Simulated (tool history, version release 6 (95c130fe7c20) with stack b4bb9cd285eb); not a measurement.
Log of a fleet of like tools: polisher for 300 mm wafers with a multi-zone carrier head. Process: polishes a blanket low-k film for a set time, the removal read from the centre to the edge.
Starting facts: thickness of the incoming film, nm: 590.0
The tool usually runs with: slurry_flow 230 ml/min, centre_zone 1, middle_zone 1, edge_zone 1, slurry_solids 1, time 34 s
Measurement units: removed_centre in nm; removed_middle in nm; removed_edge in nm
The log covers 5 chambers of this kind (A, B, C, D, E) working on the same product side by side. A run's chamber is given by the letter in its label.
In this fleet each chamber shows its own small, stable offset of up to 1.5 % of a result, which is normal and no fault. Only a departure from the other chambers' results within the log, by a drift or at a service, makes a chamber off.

-- hour=2 chamber D: worn pad replaced by a new one
run 1A hour=8.6 | slurry_flow=230 centre_zone=1 middle_zone=1 edge_zone=1 slurry_solids=1 time=34 | removed_centre=17.888 removed_middle=17.928 removed_edge=17.425
run 2B hour=15.7 | slurry_flow=230 centre_zone=1 middle_zone=1 edge_zone=1 slurry_solids=1 time=34 | removed_centre=17.564 removed_middle=17.679 removed_edge=18.081
-- hour=18.5 chamber C: worn pad replaced by a new one
run 3C hour=23.9 | slurry_flow=230 centre_zone=1 middle_zone=1 edge_zone=1 slurry_solids=1 time=34 | removed_centre=18.07 removed_middle=17.615 removed_edge=17.25
run 4D hour=32.4 | slurry_flow=230 centre_zone=1 middle_zone=1 edge_zone=1 slurry_solids=1 time=34 | removed_centre=17.492 removed_middle=17.476 removed_edge=17.861
-- hour=41.6 chamber A: worn pad replaced by a new one
run 5E hour=42 | slurry_flow=230 centre_zone=1 middle_zone=1 edge_zone=1 slurry_solids=1 time=34 | removed_centre=17.43 removed_middle=17.604 removed_edge=17.645
-- hour=43.7 chamber E: worn pad replaced by a new one
run 6E hour=50 | slurry_flow=230 centre_zone=1 middle_zone=1 edge_zone=1 slurry_solids=1 time=34 | removed_centre=17.255 removed_middle=17.71 removed_edge=17.401
run 7C hour=56.4 | slurry_flow=230 centre_zone=1 middle_zone=1 edge_zone=1 slurry_solids=1 time=34 | removed_centre=17.752 removed_middle=17.386 removed_edge=17.656
-- hour=59.4 chamber B: worn pad replaced by a new one
-- hour=63.9 chamber B: centre zone pressure recalibrated
run 8A hour=66.5 | slurry_flow=230 centre_zone=1 middle_zone=1 edge_zone=1 slurry_solids=1 time=34 | removed_centre=17.933 removed_middle=17.915 removed_edge=17.812
run 9D hour=76.2 | slurry_flow=230 centre_zone=1 middle_zone=1 edge_zone=1 slurry_solids=1.2 time=34 | removed_centre=19.35 removed_middle=19.023 removed_edge=19.086
-- hour=82.8 chamber D: edge zone pressure recalibrated
run 10B hour=85.4 | slurry_flow=230 centre_zone=1 middle_zone=1 edge_zone=1 slurry_solids=1.2 time=34 | removed_centre=19.37 removed_middle=19.168 removed_edge=19.257
-- hour=89.2 chamber C: worn pad replaced by a new one
-- hour=91.4 chamber D: worn pad replaced by a new one
-- hour=92.1 chamber C: slurry nozzle cleaned
-- hour=93.9 chamber A: worn pad replaced by a new one
run 11C hour=96.5 | slurry_flow=230 centre_zone=1 middle_zone=1 edge_zone=1 slurry_solids=1.2 time=34 | removed_centre=19.467 removed_middle=19.069 removed_edge=19.148
run 12E hour=102.1 | slurry_flow=230 centre_zone=1 middle_zone=1 edge_zone=1 slurry_solids=1.2 time=34 | removed_centre=19.43 removed_middle=19.109 removed_edge=19.48
-- hour=107.7 chamber E: worn pad replaced by a new one
run 13D hour=112 | slurry_flow=230 centre_zone=1 middle_zone=1 edge_zone=1 slurry_solids=1.2 time=34 | removed_centre=18.96 removed_middle=19.09 removed_edge=19.315
-- hour=119.6 chamber A: slurry nozzle cleaned
run 14A hour=121.7 | slurry_flow=230 centre_zone=1 middle_zone=1 edge_zone=1 slurry_solids=1 time=34 | removed_centre=17.389 removed_middle=18.124 removed_edge=17.412
-- hour=127.4 chamber E: slurry nozzle cleaned
-- hour=129.5 chamber B: worn pad replaced by a new one
run 15B hour=131.3 | slurry_flow=230 centre_zone=1 middle_zone=1 edge_zone=1 slurry_solids=1 time=34 | removed_centre=17.979 removed_middle=17.662 removed_edge=18.071
run 16C hour=136.1 | slurry_flow=230 centre_zone=1 middle_zone=1 edge_zone=1 slurry_solids=1 time=34 | removed_centre=18.08 removed_middle=17.462 removed_edge=17.342
run 17E hour=143.2 | slurry_flow=230 centre_zone=1 middle_zone=1 edge_zone=1 slurry_solids=1 time=34 | removed_centre=17.688 removed_middle=17.869 removed_edge=17.717
-- hour=147.6 chamber D: centre zone pressure recalibrated
run 18D hour=149.1 | slurry_flow=230 centre_zone=1 middle_zone=1 edge_zone=1 slurry_solids=1 time=34 | removed_centre=17.608 removed_middle=17.745 removed_edge=17.748
-- hour=150.2 chamber A: worn pad replaced by a new one
run 19A hour=157.1 | slurry_flow=230 centre_zone=1 middle_zone=1 edge_zone=1 slurry_solids=1 time=34 | removed_centre=17.923 removed_middle=18.048 removed_edge=17.486
-- hour=158.9 chamber E: centre zone pressure recalibrated
-- hour=161.9 chamber D: worn pad replaced by a new one
run 20B hour=165.4 | slurry_flow=230 centre_zone=1 middle_zone=1 edge_zone=0.94 slurry_solids=1 time=34 | removed_centre=17.567 removed_middle=17.801 removed_edge=17.442
-- hour=166.2 chamber E: worn pad replaced by a new one
-- hour=171.3 chamber C: worn pad replaced by a new one
run 21A hour=172.9 | slurry_flow=230 centre_zone=1 middle_zone=1 edge_zone=0.94 slurry_solids=1 time=34 | removed_centre=17.717 removed_middle=17.887 removed_edge=17
-- hour=178 chamber D: slurry nozzle cleaned
run 22D hour=178.2 | slurry_flow=230 centre_zone=1 middle_zone=1 edge_zone=0.94 slurry_solids=1 time=34 | removed_centre=17.764 removed_middle=17.856 removed_edge=17.295
run 23C hour=183.3 | slurry_flow=230 centre_zone=1 middle_zone=1 edge_zone=0.94 slurry_solids=1 time=34 | removed_centre=18.116 removed_middle=17.522 removed_edge=16.832
run 24E hour=190.1 | slurry_flow=230 centre_zone=1 middle_zone=1 edge_zone=0.94 slurry_solids=1 time=34 | removed_centre=18.303 removed_middle=17.712 removed_edge=17.142
-- hour=196 chamber A: worn pad replaced by a new one
run 25B hour=196.1 | slurry_flow=230 centre_zone=1 middle_zone=1.05 edge_zone=1 slurry_solids=1.15 time=34 | removed_centre=18.879 removed_middle=19.814 removed_edge=19.017
-- hour=200.4 chamber C: centre zone pressure recalibrated
run 26A hour=207.2 | slurry_flow=230 centre_zone=1 middle_zone=1.05 edge_zone=1 slurry_solids=1.15 time=34 | removed_centre=19.136 removed_middle=20.057 removed_edge=18.73
-- hour=209.1 chamber B: worn pad replaced by a new one
run 27C hour=215.8 | slurry_flow=230 centre_zone=1 middle_zone=1.05 edge_zone=1 slurry_solids=1.15 time=34 | removed_centre=18.957 removed_middle=19.344 removed_edge=18.7
-- hour=225.3 chamber E: worn pad replaced by a new one
run 28D hour=225.4 | slurry_flow=230 centre_zone=1 middle_zone=1.05 edge_zone=1 slurry_solids=1.15 time=34 | removed_centre=18.879 removed_middle=19.632 removed_edge=18.646
run 29E hour=231.6 | slurry_flow=230 centre_zone=1 middle_zone=1.05 edge_zone=1 slurry_solids=1.15 time=34 | removed_centre=18.402 removed_middle=19.748 removed_edge=18.603
run 30B hour=239.2 | slurry_flow=230 centre_zone=1 middle_zone=1 edge_zone=1 slurry_solids=1 time=34 | removed_centre=17.802 removed_middle=17.863 removed_edge=17.806

Is one chamber out of step, is the gauge drifting, or do the chambers differ by no more than their own small offsets? For an off chamber, give its letter and the likeliest cause.

No chamber is off and the gauge is stable; the differences are just each chamber's small, constant offset.
